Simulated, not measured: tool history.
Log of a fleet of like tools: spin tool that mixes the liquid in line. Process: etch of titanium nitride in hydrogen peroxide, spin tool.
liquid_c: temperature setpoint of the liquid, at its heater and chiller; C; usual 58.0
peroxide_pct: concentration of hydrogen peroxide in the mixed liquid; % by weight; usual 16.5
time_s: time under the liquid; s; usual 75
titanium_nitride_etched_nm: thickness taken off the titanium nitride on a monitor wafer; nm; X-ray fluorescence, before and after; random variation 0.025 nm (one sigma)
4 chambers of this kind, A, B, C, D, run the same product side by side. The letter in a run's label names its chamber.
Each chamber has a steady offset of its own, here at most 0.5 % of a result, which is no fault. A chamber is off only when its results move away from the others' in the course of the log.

run    day  liquid_c  peroxide_pct  time_s  hours since the thermometer was replaced  hours since the peroxide flow meter was replaced  hours since the heated supply line was repaired  hours since the drum of peroxide was connected  read-back film thickness of the titanium nitride reference wafer, read on the same gauge (nm)  titanium_nitride_etched_nm
 1D  0.296      58.0          16.5      75                                     481.4                                             937.1                                            627.1                                           551.5                                                                                         150.00                      4.9532
 2B  0.754      58.0          16.5      75                                     523.0                                             570.1                                            536.4                                           109.9                                                                                         150.00                      5.0519
 3A  1.179      58.0          16.5      75                                     439.4                                            1052.9                                           1345.4                                           452.3                                                                                         150.00                      5.0445
 4C  1.562      58.0          16.5      75                                     583.6                                             657.0                                           2014.4                                           930.4                                                                                         150.00                      4.9899
 5B  1.775      58.0          16.5      75                                     547.5                                             594.6                                            560.9                                           134.4                                                                                         150.00                      5.0353
 6A  2.229      58.0          19.0      75                                     464.6                                            1078.1                                           1370.6                                           477.5                                                                                         150.02                      5.1373
 7D  2.479      58.0          19.0      75                                     533.8                                             989.5                                            679.5                                           603.9                                                                                         149.99                      5.1932
 8C  2.729      58.0          19.0      75                                     611.6                                             685.0                                           2042.4                                           958.4                                                                                         149.99                      5.1634
 9B  2.979      58.0          19.0      75                                     576.4                                             623.5                                            589.8                                           163.3                                                                                         150.00                      5.1531
     3.117  -- chamber B: heated supply line repaired
10C  3.188      58.0          16.5      75                                     622.6                                             696.0                                           2053.4                                           969.4                                                                                         149.99                      5.0095
11D  3.617      58.0          16.5      75                                     561.1                                            1016.8                                            706.8                                           631.2                                                                                         150.02                      5.0172
12A  3.817      58.0          16.5      75                                     502.7                                            1116.2                                           1408.7                                           515.6                                                                                         150.00                      5.0699
13B  4.100      58.0          16.5      75                                     603.3                                             650.4                                             23.7                                           190.2                                                                                         150.02                      5.0306
14A  4.350      58.0          16.5      75                                     515.5                                            1129.0                                           1421.5                                           528.4                                                                                         149.97                      5.0151
15D  4.783      58.0          16.5      75                                     589.1                                            1044.8                                            734.8                                           659.2                                                                                         149.99                      5.0337
16C  5.154      58.0          16.5      75                                     669.8                                             743.2                                           2100.6                                          1016.6                                                                                         149.98                      4.9788
17A  5.500      58.0          16.5      75                                     543.1                                            1156.6                                           1449.1                                           556.0                                                                                         150.01                      5.0399
18C  5.838      58.0          16.5      75                                     686.2                                             759.6                                           2117.0                                          1033.0                                                                                         150.00                      4.9276
19D  6.221      58.0          14.5      75                                     623.6                                            1079.3                                            769.3                                           693.7                                                                                         150.02                      4.8801
20B  6.475      58.0          14.5      75                                     660.3                                             707.4                                             80.7                                           247.2                                                                                         150.01                      4.9095
21A  6.696      58.0          14.5      75                                     571.8                                            1185.3                                           1477.8                                           584.7                                                                                         150.02                      4.9109
22D  7.104      58.0          14.5      75                                     644.8                                            1100.5                                            790.5                                           714.9                                                                                         150.00                      4.8667
23B  7.512      51.5          16.5      75                                     685.2                                             732.3                                            105.6                                           272.1                                                                                         150.01                      3.1961
24C  7.771      51.5          16.5      75                                     732.6                                             806.0                                           2163.4                                          1079.4                                                                                         150.02                      3.1280
25D  8.200      51.5          16.5      75                                     671.1                                            1126.8                                            816.8                                           741.2                                                                                         150.01                      3.1616
26B  8.596      51.5          16.5      75                                     711.2                                             758.3                                            131.6                                           298.1                                                                                         149.99                      3.2032
27C  8.846      58.0          16.5      75                                     758.4                                             831.8                                           2189.2                                          1105.2                                                                                         150.01                      4.8818

All 4 chambers run these settings next. Forecast each chamber's results:
28A  9.179      58.0          16.5      75                                                                                                                                                                                                                                                                                                                       ?
28B  9.179      58.0          16.5      75                                                                                                                                                                                                                                                                                                                       ?
28C  9.179      58.0          16.5      75                                                                                                                                                                                                                                                                                                                       ?
28D  9.179      58.0          16.5      75                                                                                                                                                                                                                                                                                                                       ?

run  titanium_nitride_etched_nm
28A                      5.0021
28B                      5.0166
28C                      4.8693
28D                      4.9844
